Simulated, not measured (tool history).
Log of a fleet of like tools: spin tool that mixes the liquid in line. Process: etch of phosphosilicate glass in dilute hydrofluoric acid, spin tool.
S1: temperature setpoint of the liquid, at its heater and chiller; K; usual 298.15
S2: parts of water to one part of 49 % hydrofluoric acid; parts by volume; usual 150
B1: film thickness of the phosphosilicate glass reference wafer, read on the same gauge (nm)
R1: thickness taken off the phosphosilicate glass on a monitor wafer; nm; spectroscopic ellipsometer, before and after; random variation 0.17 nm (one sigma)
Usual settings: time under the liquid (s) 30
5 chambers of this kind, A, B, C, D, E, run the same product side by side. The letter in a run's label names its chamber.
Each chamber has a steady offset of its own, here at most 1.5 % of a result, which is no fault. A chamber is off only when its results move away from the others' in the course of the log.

{"run": "1C", "hour": 4.3, "S1": 298.15, "S2": 150, "time under the liquid (s)": 30, "B1": 59.996, "R1": 20.598}
{"run": "2A", "hour": 9.4, "S1": 298.15, "S2": 150, "time under the liquid (s)": 30, "B1": 59.971, "R1": 20.325}
{"run": "3B", "hour": 12.3, "S1": 298.15, "S2": 150, "time under the liquid (s)": 30, "B1": 59.997, "R1": 20.491}
{"run": "4D", "hour": 17.5, "S1": 298.15, "S2": 150, "time under the liquid (s)": 30, "B1": 60.023, "R1": 20.197}
{"run": "5E", "hour": 20.2, "S1": 298.15, "S2": 150, "time under the liquid (s)": 40, "B1": 59.989, "R1": 26.924}
{"run": "6B", "hour": 23.8, "S1": 298.15, "S2": 150, "time under the liquid (s)": 40, "B1": 60.012, "R1": 27.124}
{"run": "7E", "hour": 26.9, "S1": 298.15, "S2": 150, "time under the liquid (s)": 40, "B1": 59.984, "R1": 26.711}
{"run": "8A", "hour": 31.0, "S1": 298.15, "S2": 150, "time under the liquid (s)": 40, "B1": 60.031, "R1": 27.175}
{"run": "9D", "hour": 34.8, "S1": 298.15, "S2": 150, "time under the liquid (s)": 40, "B1": 59.99, "R1": 27.308}
{"run": "10C", "hour": 39.9, "S1": 298.15, "S2": 150, "time under the liquid (s)": 30, "B1": 59.99, "R1": 20.551}
{"run": "11D", "hour": 43.3, "S1": 298.15, "S2": 150, "time under the liquid (s)": 30, "B1": 60.003, "R1": 20.037}
{"run": "12E", "hour": 46.7, "S1": 298.15, "S2": 150, "time under the liquid (s)": 30, "B1": 59.989, "R1": 20.2}
{"run": "13C", "hour": 51.5, "S1": 298.15, "S2": 150, "time under the liquid (s)": 30, "B1": 60.024, "R1": 20.68}
{"run": "14A", "hour": 54.6, "S1": 298.15, "S2": 150, "time under the liquid (s)": 30, "B1": 60.023, "R1": 20.163}
{"run": "15B", "hour": 58.6, "S1": 298.15, "S2": 150, "time under the liquid (s)": 30, "B1": 59.994, "R1": 20.282}
{"run": "16D", "hour": 61.0, "S1": 298.15, "S2": 150, "time under the liquid (s)": 30, "B1": 60.01, "R1": 20.314}
{"run": "17C", "hour": 65.2, "S1": 298.15, "S2": 150, "time under the liquid (s)": 30, "B1": 59.976, "R1": 20.515}
{"run": "18B", "hour": 68.5, "S1": 298.15, "S2": 150, "time under the liquid (s)": 30, "B1": 60.006, "R1": 20.309}
{"run": "19E", "hour": 73.5, "S1": 298.15, "S2": 115, "time under the liquid (s)": 15, "B1": 60.007, "R1": 13.666}
{"run": "20A", "hour": 76.0, "S1": 298.15, "S2": 115, "time under the liquid (s)": 15, "B1": 59.993, "R1": 13.804}
{"run": "21D", "hour": 79.3, "S1": 298.15, "S2": 115, "time under the liquid (s)": 15, "B1": 59.987, "R1": 13.741}
{"run": "22B", "hour": 82.8, "S1": 298.15, "S2": 115, "time under the liquid (s)": 15, "B1": 59.982, "R1": 13.732}
{"run": "23C", "hour": 85.2, "S1": 298.15, "S2": 115, "time under the liquid (s)": 15, "B1": 60.003, "R1": 14.126}
{"run": "24A", "hour": 88.3, "S1": 298.15, "S2": 150, "time under the liquid (s)": 30, "B1": 59.986, "R1": 20.323}
{"run": "25E", "hour": 90.7, "S1": 298.15, "S2": 150, "time under the liquid (s)": 30, "B1": 59.989, "R1": 20.125}
{"run": "26D", "hour": 94.2, "S1": 298.15, "S2": 150, "time under the liquid (s)": 30, "B1": 60.008, "R1": 20.49}
{"run": "27C", "hour": 96.7, "S1": 298.15, "S2": 150, "time under the liquid (s)": 30, "B1": 59.999, "R1": 21.428}
{"run": "28E", "hour": 99.9, "S1": 298.15, "S2": 150, "time under the liquid (s)": 30, "B1": 60.001, "R1": 19.682}
{"run": "29B", "hour": 104.7, "S1": 298.15, "S2": 150, "time under the liquid (s)": 30, "B1": 59.976, "R1": 20.081}
{"run": "30A", "hour": 108.7, "S1": 298.15, "S2": 150, "time under the liquid (s)": 30, "B1": 60.01, "R1": 20.652}
{"run": "31D", "hour": 111.9, "S1": 298.15, "S2": 150, "time under the liquid (s)": 30, "B1": 60.004, "R1": 20.396}
{"run": "32A", "hour": 115.4, "S1": 298.15, "S2": 150, "time under the liquid (s)": 15, "B1": 59.964, "R1": 10.24}
{"run": "33B", "hour": 119.1, "S1": 298.15, "S2": 150, "time under the liquid (s)": 15, "B1": 59.971, "R1": 10.015}
{"hour": 121.5, "done": "chamber A: hydrofluoric acid flow meter replaced"}
{"run": "34E", "hour": 122.7, "S1": 298.15, "S2": 150, "time under the liquid (s)": 15, "B1": 59.988, "R1": 10.099}
{"run": "35C", "hour": 127.2, "S1": 298.15, "S2": 150, "time under the liquid (s)": 15, "B1": 59.976, "R1": 10.952}
{"run": "36C", "hour": 129.6, "S1": 298.15, "S2": 150, "time under the liquid (s)": 15, "B1": 59.97, "R1": 10.949}
{"run": "37A", "hour": 134.0, "S1": 298.15, "S2": 150, "time under the liquid (s)": 30, "B1": 59.985, "R1": 20.533}
{"run": "38D", "hour": 136.5, "S1": 298.15, "S2": 150, "time under the liquid (s)": 30, "B1": 60.005, "R1": 20.521}
{"run": "39B", "hour": 139.8, "S1": 298.15, "S2": 150, "time under the liquid (s)": 30, "B1": 60.006, "R1": 20.074}
{"run": "40E", "hour": 143.3, "S1": 298.15, "S2": 150, "time under the liquid (s)": 30, "B1": 60.015, "R1": 20.644}

Is one chamber off against the others, does the gauge drift, or is nothing wrong? If a chamber is off, say which, and what the likeliest cause is.

Chamber C drifts away from the others.
Cause: hydrofluoric acid flow above the setpoint (%) = 6.96.
The log may not tell that from: liquid hotter than its thermometer reads (K).

Here are 4 candidates for chamber C's next run, each the usual settings with a change, their results left as question marks. Which one brings its results back in line with what the others give on the usual settings?
In line means no further than this from the other chambers' mean on the usual settings: R1 0.610 nm
{"run": "41C-1", "hour": 147.1, "S1": 298.15, "S2": 150, "time under the liquid (s)": 25, "R1": "?"}
{"run": "41C-2", "hour": 147.1, "S1": 298.15, "S2": 140, "time under the liquid (s)": 30, "R1": "?"}
{"run": "41C-3", "hour": 147.1, "S1": 295.65, "S2": 150, "time under the liquid (s)": 30, "R1": "?"}
{"run": "41C-4", "hour": 147.1, "S1": 298.65, "S2": 130, "time under the liquid (s)": 30, "R1": "?"}

The other chambers' mean on the usual settings: R1 20.320 nm
run=41C-1 R1=18.541
run=41C-2 R1=24.108
run=41C-3 R1=20.210
run=41C-4 R1=26.774
41C-3 brings the chamber back in line.
